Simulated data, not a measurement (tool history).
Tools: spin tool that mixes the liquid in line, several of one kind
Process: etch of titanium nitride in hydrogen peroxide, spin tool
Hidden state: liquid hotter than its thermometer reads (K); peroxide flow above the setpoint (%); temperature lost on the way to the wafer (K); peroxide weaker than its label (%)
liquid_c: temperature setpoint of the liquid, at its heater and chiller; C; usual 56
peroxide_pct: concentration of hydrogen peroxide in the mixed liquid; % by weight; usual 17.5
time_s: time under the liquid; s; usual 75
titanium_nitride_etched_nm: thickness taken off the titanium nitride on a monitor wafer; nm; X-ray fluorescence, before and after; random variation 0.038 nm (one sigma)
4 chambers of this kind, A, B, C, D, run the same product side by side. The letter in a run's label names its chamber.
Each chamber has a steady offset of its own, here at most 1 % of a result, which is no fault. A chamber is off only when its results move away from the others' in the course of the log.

run,hour,liquid_c,peroxide_pct,time_s,hours since the thermometer was replaced,hours since the peroxide flow meter was replaced,hours since the heated supply line was repaired,hours since the drum of peroxide was connected,"read-back film thickness of the titanium nitride reference wafer, read on the same gauge (nm)",titanium_nitride_etched_nm
1C,14.1,56,17.5,75,587.2,1278,694.5,473.7,30.036,4.0176
# hour 15.8: chamber B: new drum of peroxide connected
2D,25.8,56,17.5,75,1038.2,1291.6,1817.8,722.7,30.018,3.9789
3A,36.2,56,17.5,75,1466.6,384.7,1469.8,110.3,30.007,4.0607
4B,45.8,56,17.5,75,1130.3,746.7,2079.8,30,29.99,4.0799
5A,52.7,56,17.5,75,1483.1,401.2,1486.3,126.8,30.015,4.0533
6D,66.8,56,17.5,75,1079.2,1332.6,1858.8,763.7,30.002,4.0046
7B,79.1,56,17.5,75,1163.6,780,2113.1,63.3,29.989,4.0445
8C,90.7,56,17.5,75,663.8,1354.6,771.1,550.3,29.999,4.0463
# hour 94.3: chamber C: heated supply line repaired
9A,102.9,56,17.5,75,1533.3,451.4,1536.5,177,29.997,3.9822
10C,110.5,56,17.5,75,683.6,1374.4,16.3,570.1,30.003,4.12
11B,117.6,56,17.5,75,1202.1,818.5,2151.6,101.8,29.995,4.0851
12D,126.7,56,17.5,75,1139.1,1392.5,1918.7,823.6,29.97,3.9407
13A,134.9,56,17.5,75,1565.3,483.4,1568.5,209,29.977,4.0807
# hour 148.7: chamber D: new drum of peroxide connected
14C,150.1,56,17.5,75,723.2,1414,55.9,609.7,30.016,4.0418
# hour 157: chamber D: thermometer replaced
15D,164.9,56,17.5,75,8,1430.7,1956.9,16.3,30.011,3.8799
16B,174.2,56,17.5,75,1258.7,875.1,2208.2,158.4,30.032,4.0889
17A,185.2,56,17.5,75,1615.6,533.7,1618.8,259.3,29.95,4.1195
18B,195.6,56,17.5,75,1280.1,896.5,2229.6,179.8,30.007,4.0948
19D,204.9,56,17.5,75,48,1470.7,1996.9,56.3,30.037,3.7627
20C,214.2,62.5,17.5,60,787.3,1478.1,120,673.8,30.002,5.0787
21D,223.5,62.5,17.5,60,66.6,1489.3,2015.5,74.9,29.97,4.7342
22C,236.5,62.5,17.5,60,809.6,1500.4,142.3,696.1,30.027,5.0714
23B,251.7,62.5,17.5,60,1336.2,952.6,2285.7,235.9,30.012,5.0429
24A,260.1,56,17.5,75,1690.5,608.6,1693.7,334.2,30.031,3.9933
25A,272.5,56,17.5,75,1702.9,621,1706.1,346.6,30.002,4.0319
26D,279.4,56,17.5,75,122.5,1545.2,2071.4,130.8,29.977,3.7694
27C,294.7,56,17.5,75,867.8,1558.6,200.5,754.3,30.023,4.0589
28B,306,56,17.5,40,1390.5,1006.9,2340,290.2,29.989,2.1798
29C,318.2,56,17.5,40,891.3,1582.1,224,777.8,30.011,2.1622
30A,326.6,56,17.5,40,1757,675.1,1760.2,400.7,30.02,2.1798

All 4 chambers run these settings next. Forecast each chamber's results:
31A,337.8,56,22,75,,,,,,?
31B,337.8,56,22,75,,,,,,?
31C,337.8,56,22,75,,,,,,?
31D,337.8,56,22,75,,,,,,?

run,titanium_nitride_etched_nm
31A,4.2729
31B,4.187
31C,4.2972
31D,3.8367
